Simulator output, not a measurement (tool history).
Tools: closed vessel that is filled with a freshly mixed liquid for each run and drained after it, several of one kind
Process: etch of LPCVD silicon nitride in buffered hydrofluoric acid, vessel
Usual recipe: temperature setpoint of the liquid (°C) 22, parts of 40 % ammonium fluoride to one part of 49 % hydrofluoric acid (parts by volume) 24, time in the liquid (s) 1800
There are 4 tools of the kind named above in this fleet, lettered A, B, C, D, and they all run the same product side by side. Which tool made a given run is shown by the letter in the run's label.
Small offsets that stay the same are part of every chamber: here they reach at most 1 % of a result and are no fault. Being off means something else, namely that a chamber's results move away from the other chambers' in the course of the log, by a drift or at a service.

| run | hour | temperature setpoint of the liquid (°C) | parts of 40 % ammonium fluoride to one part of 49 % hydrofluoric acid (parts by volume) | time in the liquid (s) | hours since the thermometer was replaced | hours since the hydrofluoric acid flow meter was replaced | read-back film thickness of the LPCVD silicon nitride reference wafer, read on the same gauge (nm) | thickness taken off the LPCVD silicon nitride on a monitor wafer (angstrom) |
|---|---|---|---|---|---|---|---|---|
| 1C | 7.1 | 22 | 24 | 1800 | 280.9 | 431.3 | 139.98 | 92.282 |
| 2D | 20.1 | 22 | 24 | 1800 | 36.4 | 739.8 | 139.97 | 91.774 |
| 3B | 35.2 | 22 | 24 | 1800 | 185.2 | 569.4 | 140.02 | 92.887 |
| 4A | 50.9 | 22 | 24 | 1800 | 155.8 | 1221.8 | 139.99 | 91.991 |
| 5C | 60.8 | 22 | 24 | 1800 | 334.6 | 485 | 140.02 | 93.285 |
| 6A | 75.5 | 22 | 24 | 1800 | 180.4 | 1246.4 | 139.99 | 91.633 |
| 7D | 83.3 | 22 | 24 | 1800 | 99.6 | 803 | 139.99 | 91.75 |
| 8B | 99.2 | 22 | 24 | 1800 | 249.2 | 633.4 | 139.99 | 93.147 |
| 9A | 107.7 | 22 | 24 | 1800 | 212.6 | 1278.6 | 139.99 | 91.501 |
| 10C | 121.2 | 22 | 24 | 1800 | 395 | 545.4 | 140.01 | 92.313 |
| 11B | 128.9 | 22 | 24 | 1800 | 278.9 | 663.1 | 139.98 | 92.938 |
| 12D | 140.7 | 22 | 24 | 1800 | 157 | 860.4 | 139.99 | 91.391 |
| 13A | 149.1 | 22 | 24 | 960 | 254 | 1320 | 140 | 48.729 |
| 14C | 163.6 | 22 | 24 | 960 | 437.4 | 587.8 | 140.03 | 49.805 |
| 15B | 173.3 | 22 | 24 | 960 | 323.3 | 707.5 | 140 | 49.73 |
| 16D | 187.2 | 22 | 24 | 960 | 203.5 | 906.9 | 139.98 | 48.7 |
| 17B | 194.2 | 22 | 24 | 1800 | 344.2 | 728.4 | 140.04 | 93.541 |
| 18C | 203.9 | 22 | 24 | 1800 | 477.7 | 628.1 | 140 | 92.953 |
| 19A | 213.3 | 18 | 24 | 1800 | 318.2 | 1384.2 | 140.01 | 73.866 |
| 20D | 225.4 | 18 | 24 | 1800 | 241.7 | 945.1 | 140.01 | 72.915 |
| 21A | 239.5 | 18 | 24 | 1800 | 344.4 | 1410.4 | 140.01 | 73.929 |
|  | 245.1 | chamber A: hydrofluoric acid flow meter replaced |
| 22C | 253.5 | 18 | 24 | 1800 | 527.3 | 677.7 | 140.03 | 74.004 |
| 23D | 264.3 | 22 | 24 | 1345 | 280.6 | 984 | 139.98 | 68.208 |
| 24B | 277.8 | 22 | 24 | 1345 | 427.8 | 812 | 139.98 | 69.394 |
| 25A | 291.1 | 22 | 24 | 1345 | 396 | 46 | 140 | 68.503 |
| 26D | 300.4 | 22 | 24 | 1345 | 316.7 | 1020.1 | 139.99 | 68.5 |
| 27C | 312.9 | 22 | 24 | 1800 | 586.7 | 737.1 | 140.02 | 93.219 |
| 28B | 322.4 | 18.5 | 27 | 1800 | 472.4 | 856.6 | 140.01 | 69.909 |
| 29B | 330.5 | 18.5 | 27 | 1800 | 480.5 | 864.7 | 139.99 | 70.132 |
| 30D | 345.2 | 18.5 | 27 | 1800 | 361.5 | 1064.9 | 139.95 | 69.12 |
| 31C | 359.9 | 18.5 | 27 | 1800 | 633.7 | 784.1 | 140.01 | 70.085 |
| 32A | 370.7 | 22 | 24 | 1800 | 475.6 | 125.6 | 139.99 | 92.291 |
| 33D | 381.1 | 22 | 30 | 1800 | 397.4 | 1100.8 | 139.99 | 78.326 |
| 34C | 393.8 | 22 | 30 | 1800 | 667.6 | 818 | 140.01 | 79.373 |
| 35B | 405.6 | 22 | 30 | 1800 | 555.6 | 939.8 | 139.99 | 79.89 |
| 36A | 420 | 22 | 30 | 1800 | 524.9 | 174.9 | 139.99 | 78.788 |
| 37C | 435.7 | 22 | 24 | 1800 | 709.5 | 859.9 | 140 | 93.135 |

Is one chamber out of step, is the gauge drifting, or do the chambers differ by no more than their own small offsets? For an off chamber, give its letter and the likeliest cause.

The fleet is healthy, with each chamber sitting at its usual small offset and no drift in the gauge.
